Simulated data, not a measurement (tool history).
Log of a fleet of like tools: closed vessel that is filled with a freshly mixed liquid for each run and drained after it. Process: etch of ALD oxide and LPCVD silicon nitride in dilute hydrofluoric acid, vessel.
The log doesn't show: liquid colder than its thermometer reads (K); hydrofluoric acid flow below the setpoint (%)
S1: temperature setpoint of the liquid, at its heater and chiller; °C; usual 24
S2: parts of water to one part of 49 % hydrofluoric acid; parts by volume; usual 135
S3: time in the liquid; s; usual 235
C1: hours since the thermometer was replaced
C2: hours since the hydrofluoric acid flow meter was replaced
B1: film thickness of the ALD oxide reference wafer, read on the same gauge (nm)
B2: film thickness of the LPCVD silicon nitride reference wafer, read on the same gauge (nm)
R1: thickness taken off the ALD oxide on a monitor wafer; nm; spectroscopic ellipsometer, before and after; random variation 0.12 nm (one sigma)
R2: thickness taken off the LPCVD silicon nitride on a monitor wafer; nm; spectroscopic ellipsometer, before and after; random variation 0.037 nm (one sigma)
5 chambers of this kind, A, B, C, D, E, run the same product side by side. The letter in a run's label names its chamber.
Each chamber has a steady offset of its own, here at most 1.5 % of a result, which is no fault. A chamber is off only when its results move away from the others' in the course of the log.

run,hour,S1,S2,S3,C1,C2,B1,B2,R1,R2
1A,2.5,24,135,235,1955.1,478.6,140.02,89.995,16.242,0.84321
2D,5.8,24,135,235,2249.6,144.6,140.00,89.994,16.419,0.78923
3C,8.0,24,135,235,932.2,236.6,140.02,90.004,16.374,0.78712
4E,12.3,24,135,235,2530.1,80.5,140.00,89.998,16.299,0.92086
5B,14.6,24,135,235,2247.7,935.5,140.00,90.015,16.557,0.85308
6B,18.5,24,135,330,2251.6,939.4,140.01,89.980,22.980,1.20910
7A,20.6,24,135,330,1973.2,496.7,140.00,89.982,22.718,1.13890
8D,23.3,24,135,330,2267.1,162.1,140.01,89.962,23.092,1.20020
9C,26.5,24,135,330,950.7,255.1,140.01,90.018,22.915,1.17800
10E,30.6,24,135,330,2548.4,98.8,140.01,89.993,22.659,1.18830
11A,34.7,24,135,235,1987.3,510.8,140.02,90.008,16.279,0.80804
12C,39.0,24,135,235,963.2,267.6,140.02,89.997,16.211,0.82338
13D,43.2,24,135,235,2287.0,182.0,140.00,90.007,16.301,0.74083
14B,46.7,24,135,235,2279.8,967.6,139.99,90.014,16.359,0.82032
# hour 47.1: chamber A: hydrofluoric acid flow meter replaced
15E,49.7,24,135,235,2567.5,117.9,140.01,89.983,16.398,0.80817
16E,53.3,24,135,235,2571.1,121.5,140.00,89.989,16.379,0.84932
17A,56.5,24,135,235,2009.1,9.4,139.99,89.981,16.483,0.80808
18D,58.9,24,85,235,2302.7,197.7,140.00,89.975,28.069,1.28930
19B,61.0,24,85,235,2294.1,981.9,140.02,89.956,27.875,1.34050
20C,63.3,24,85,235,987.5,291.9,140.01,90.007,27.204,1.37720
21E,67.2,24,85,235,2585.0,135.4,140.00,90.000,27.268,1.35580
22A,69.9,24,85,235,2022.5,22.8,139.99,89.971,27.471,1.33440
23D,71.9,24,135,235,2315.7,210.7,140.00,90.016,16.488,0.74545
24B,75.1,29,110,235,2308.2,996.0,139.99,90.020,25.031,1.44170
25C,79.3,29,110,235,1003.5,307.9,140.01,89.978,23.917,1.38250
26C,81.6,29,110,235,1005.8,310.2,140.02,89.977,24.082,1.25160
27E,85.1,29,110,235,2602.9,153.3,140.00,90.012,25.131,1.48980
28B,89.1,29,110,235,2322.2,1010.0,139.99,90.022,24.845,1.48420
29D,91.2,24,135,235,2335.0,230.0,140.00,89.981,16.400,0.84676
30A,95.4,24,135,235,2048.0,48.3,140.02,90.016,16.358,0.84321
31C,98.5,24,135,235,1022.7,327.1,140.00,89.967,15.420,0.83393
32E,101.0,24,135,235,2618.8,169.2,140.00,89.980,16.414,0.83241
33D,105.1,24,135,235,2348.9,243.9,140.00,90.006,16.327,0.82687
34B,108.5,24,135,235,2341.6,1029.4,140.02,89.993,16.437,0.83405
35A,110.7,24,135,235,2063.3,63.6,139.99,89.989,16.352,0.80429
36D,112.8,24,135,235,2356.6,251.6,140.01,89.972,16.351,0.81922
37A,114.7,24,135,235,2067.3,67.6,139.97,89.996,16.079,0.90473

What goes on in this fleet: one chamber off, a drifting gauge, or nothing beyond the chambers' own small offsets? Name the chamber and the cause, if any.

Chamber C drifts away from the others.
Cause: hydrofluoric acid flow below the setpoint (%) = 6.85.

Here are 4 candidates for chamber C's next run, each the usual settings with a change, their results left as question marks. Which one brings its results back in line with what the others give on the usual settings?
In line means no further than this from the other chambers' mean on the usual settings: R1 0.420 nm; R2 0.13000 nm
38C-1,117.8,24.5,145,230,,,,,?,?
38C-2,117.8,24.5,140,230,,,,,?,?
38C-3,117.8,23.5,125,240,,,,,?,?
38C-4,117.8,23.5,130,240,,,,,?,?

The other chambers' mean on the usual settings: R1 16.381 nm; R2 0.83021 nm
run,R1,R2
38C-1,13.679,0.73332
38C-2,14.264,0.75967
38C-3,16.389,0.83369
38C-4,15.650,0.80153
38C-3 brings the chamber back in line.
